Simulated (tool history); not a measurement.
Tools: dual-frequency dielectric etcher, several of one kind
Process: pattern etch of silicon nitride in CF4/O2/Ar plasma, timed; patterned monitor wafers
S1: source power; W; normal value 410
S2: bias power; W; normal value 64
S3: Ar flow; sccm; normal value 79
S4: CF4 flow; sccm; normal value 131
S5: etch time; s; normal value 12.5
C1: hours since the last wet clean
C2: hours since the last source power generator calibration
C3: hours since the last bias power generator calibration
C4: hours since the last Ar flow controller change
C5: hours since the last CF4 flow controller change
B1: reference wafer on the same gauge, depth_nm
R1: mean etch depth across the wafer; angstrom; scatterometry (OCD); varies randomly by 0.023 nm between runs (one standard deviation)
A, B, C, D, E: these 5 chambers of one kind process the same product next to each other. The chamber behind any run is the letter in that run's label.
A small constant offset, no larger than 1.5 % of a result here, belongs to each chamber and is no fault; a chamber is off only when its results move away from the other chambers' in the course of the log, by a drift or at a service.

run,hour,S1,S2,S3,S4,S5,C1,C2,C3,C4,C5,B1,R1
1C,5,410,64,79,131,12.5,490.7,3003.6,2231,1438.5,930.5,27.497,233.41
2E,16.4,410,64,79,131,12.5,516.6,1514.1,2395.9,4350.5,293.5,27.491,233.28
3D,24.1,410,64,79,131,12.5,52.8,2824.4,1720.8,2264.4,305.4,27.489,233.16
4B,34.9,410,64,79,131,12.5,214.5,832.5,2116.7,6460.2,3134.2,27.487,231.28
# hour 41.3: chamber E: Ar flow controller replaced
# hour 45.1: chamber C: wet clean of the chamber
5A,46.1,410,64,79,131,12.5,382.1,1861.9,1660.4,2570.3,970.4,27.479,231.33
6A,51.1,410,64,79,131,12.5,387.1,1866.9,1665.4,2575.3,975.4,27.485,231.33
7E,60.2,410,64,79,131,12.5,560.4,1557.9,2439.7,18.9,337.3,27.47,233
8D,66.9,410,64,79,131,12.5,95.6,2867.2,1763.6,2307.2,348.2,27.474,233.61
9C,72.4,410,64,79,131,12.5,27.4,3071,2298.4,1505.9,997.9,27.472,233.4
# hour 80.2: chamber E: wet clean of the chamber
10B,82.2,410,64,79,131,12.5,261.8,879.8,2164,6507.5,3181.5,27.466,230.74
11E,92,410,64,79,131,12.5,11.8,1589.7,2471.5,50.7,369.1,27.468,232.66
12B,100.7,410,64,79,131,12.5,280.3,898.3,2182.5,6526,3200,27.455,230.83
# hour 108.1: chamber B: Ar flow controller replaced
13D,111.2,410,64,79,131,12.5,139.9,2911.5,1807.9,2351.5,392.5,27.454,233.24
14A,118.2,410,64,79,131,12.5,454.2,1934,1732.5,2642.4,1042.5,27.449,231.14
15C,125.8,410,64,79,131,12.5,80.8,3124.4,2351.8,1559.3,1051.3,27.445,233.14
16C,136.6,410,64,79,131,12.5,91.6,3135.2,2362.6,1570.1,1062.1,27.452,233.01
# hour 141.9: chamber A: wet clean of the chamber
17B,146.2,410,64,79,131,12.5,325.8,943.8,2228,38.2,3245.5,27.44,230.78
18A,155.1,410,64,79,131,12.5,13.3,1970.9,1769.4,2679.3,1079.4,27.437,231.31
19E,162.5,410,64,79,131,12.5,82.3,1660.2,2542,121.2,439.6,27.44,232.47
20D,171.6,410,64,79,131,12.5,200.3,2971.9,1868.3,2411.9,452.9,27.426,232.78
21A,180.3,410,64,79,131,12.5,38.5,1996.1,1794.6,2704.5,1104.6,27.433,230.93
22B,185.5,320,64,79,131,9.5,365.1,983.1,2267.3,77.5,3284.8,27.425,141.5
# hour 190.9: chamber B: CF4 flow controller replaced
23C,196.7,320,64,79,131,9.5,151.7,3195.3,2422.7,1630.2,1122.2,27.423,142.16
24E,203.1,320,64,79,131,9.5,122.9,1700.8,2582.6,161.8,480.2,27.41,142.81
25D,208.1,320,64,79,131,9.5,236.8,3008.4,1904.8,2448.4,489.4,27.412,142.43
# hour 209.6: chamber C: source power generator calibrated
26B,216.9,320,64,79,131,9.5,396.5,1014.5,2298.7,108.9,26.1,27.417,141.69
27A,224.5,410,64,79,131,12.5,82.7,2040.3,1838.8,2748.7,1148.8,27.408,230.54
28E,235.6,410,64,79,131,12.5,155.4,1733.3,2615.1,194.3,512.7,27.405,232.29
29C,240.6,410,75,79,131,12.5,195.6,31.1,2466.6,1674.1,1166.1,27.4,246.76
30D,250.4,410,75,79,131,12.5,279.1,3050.7,1947.1,2490.7,531.7,27.397,247.18
31D,256.5,410,75,79,131,12.5,285.2,3056.8,1953.2,2496.8,537.8,27.393,246.8
32C,266.9,410,75,79,131,12.5,221.9,57.4,2492.9,1700.4,1192.4,27.386,246.61

Next, all 5 chambers run the settings below, one line each with question marks for the results. What does each chamber give?
33A,275.1,410,64,79,101,12.5,,,,,,,?
33B,275.1,410,64,79,101,12.5,,,,,,,?
33C,275.1,410,64,79,101,12.5,,,,,,,?
33D,275.1,410,64,79,101,12.5,,,,,,,?
33E,275.1,410,64,79,101,12.5,,,,,,,?

run,R1
33A,224.76
33B,225.03
33C,226.67
33D,227.15
33E,226.63
